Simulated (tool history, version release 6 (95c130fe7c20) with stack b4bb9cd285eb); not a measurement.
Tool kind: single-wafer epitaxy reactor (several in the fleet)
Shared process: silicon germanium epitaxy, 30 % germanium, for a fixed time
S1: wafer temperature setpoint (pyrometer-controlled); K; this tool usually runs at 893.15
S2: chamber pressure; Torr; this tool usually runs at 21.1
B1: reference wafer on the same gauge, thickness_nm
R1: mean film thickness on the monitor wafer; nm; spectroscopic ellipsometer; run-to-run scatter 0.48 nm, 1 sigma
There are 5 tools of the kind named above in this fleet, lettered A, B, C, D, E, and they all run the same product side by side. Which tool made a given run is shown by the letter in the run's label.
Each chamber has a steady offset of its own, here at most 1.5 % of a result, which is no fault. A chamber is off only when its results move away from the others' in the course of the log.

run 1A hour=4.0 | S1=893.15 S2=21.1 | B1=82.215 | R1=86.645
run 2B hour=11.1 | S1=893.15 S2=21.1 | B1=82.305 | R1=86.908
run 3E hour=14.6 | S1=893.15 S2=21.1 | B1=82.210 | R1=85.264
run 4C hour=22.0 | S1=893.15 S2=21.1 | B1=82.300 | R1=86.054
run 5D hour=28.2 | S1=883.15 S2=16.1 | B1=82.244 | R1=63.324
run 6E hour=32.7 | S1=883.15 S2=16.1 | B1=82.256 | R1=63.689
run 7A hour=38.4 | S1=883.15 S2=16.1 | B1=82.368 | R1=64.866
run 8D hour=42.4 | S1=883.15 S2=16.1 | B1=82.348 | R1=63.097
run 9B hour=49.6 | S1=883.15 S2=16.1 | B1=82.236 | R1=64.753
run 10C hour=53.0 | S1=893.15 S2=21.1 | B1=82.113 | R1=85.122
run 11E hour=59.3 | S1=893.15 S2=21.1 | B1=82.345 | R1=85.835
run 12C hour=63.2 | S1=893.15 S2=21.1 | B1=82.126 | R1=85.797
run 13B hour=67.6 | S1=893.15 S2=21.1 | B1=82.273 | R1=85.938
run 14D hour=73.5 | S1=893.15 S2=21.1 | B1=82.295 | R1=84.746
run 15A hour=78.0 | S1=893.15 S2=21.1 | B1=82.284 | R1=86.442
run 16B hour=84.5 | S1=893.15 S2=21.1 | B1=82.377 | R1=86.359
run 17A hour=88.5 | S1=893.15 S2=21.1 | B1=82.288 | R1=85.721
run 18C hour=92.1 | S1=893.15 S2=21.1 | B1=82.330 | R1=85.427
run 19E hour=98.0 | S1=879.15 S2=16.5 | B1=82.193 | R1=60.558
-- hour=98.6 chamber C: pyrometer calibrated
run 20D hour=105.6 | S1=879.15 S2=16.5 | B1=82.253 | R1=59.142
run 21E hour=113.3 | S1=879.15 S2=16.5 | B1=82.300 | R1=60.452
run 22C hour=118.2 | S1=879.15 S2=16.5 | B1=82.248 | R1=63.309
run 23B hour=122.2 | S1=879.15 S2=16.5 | B1=82.286 | R1=60.950
run 24A hour=129.5 | S1=893.15 S2=21.1 | B1=82.228 | R1=86.292
run 25D hour=135.0 | S1=893.15 S2=21.1 | B1=82.296 | R1=84.974
run 26C hour=140.1 | S1=900.15 S2=24.7 | B1=82.284 | R1=108.280
run 27A hour=145.1 | S1=900.15 S2=24.7 | B1=82.288 | R1=104.860
run 28B hour=148.8 | S1=900.15 S2=24.7 | B1=82.236 | R1=102.310
run 29E hour=156.0 | S1=900.15 S2=24.7 | B1=82.292 | R1=103.330
run 30D hour=159.4 | S1=900.15 S2=24.7 | B1=82.364 | R1=101.780
run 31B hour=165.4 | S1=903.15 S2=21.1 | B1=82.326 | R1=101.770
run 32D hour=169.6 | S1=903.15 S2=21.1 | B1=82.271 | R1=102.190
run 33A hour=176.6 | S1=903.15 S2=21.1 | B1=82.308 | R1=103.570

Has any chamber moved away from the others, gradually or after a service, or does the common gauge drift, or do the chambers differ only by their own small steady offsets? State the chamber and the most likely cause if one applies.

Chamber C came out of a service off from its peers and stayed that way.
Most likely cause: wafer temperature above the value expected at the setpoint (K) = 2.02.

Below are 4 candidate recipes for chamber C's next run, each the usual settings with a change, their results shown as question marks. Which of them brings C's results back in line with what the other chambers give on the usual settings?
A result is in line if it is within this distance of the other chambers' mean on the usual settings: R1 1.700 nm
run 34C-1 hour=182.2 | S1=889.15 S2=20.6 | R1=?
run 34C-2 hour=182.2 | S1=898.15 S2=21.1 | R1=?
run 34C-3 hour=182.2 | S1=895.15 S2=21.4 | R1=?
run 34C-4 hour=182.2 | S1=891.15 S2=20.8 | R1=?

The mean the other chambers reach with the usual settings: R1 85.810 nm
run=34C-1 R1=82.484
run=34C-2 R1=97.481
run=34C-3 R1=93.055
run=34C-4 R1=85.777
The right change is 34C-4: it brings the chamber back within the allowed miss of the others.
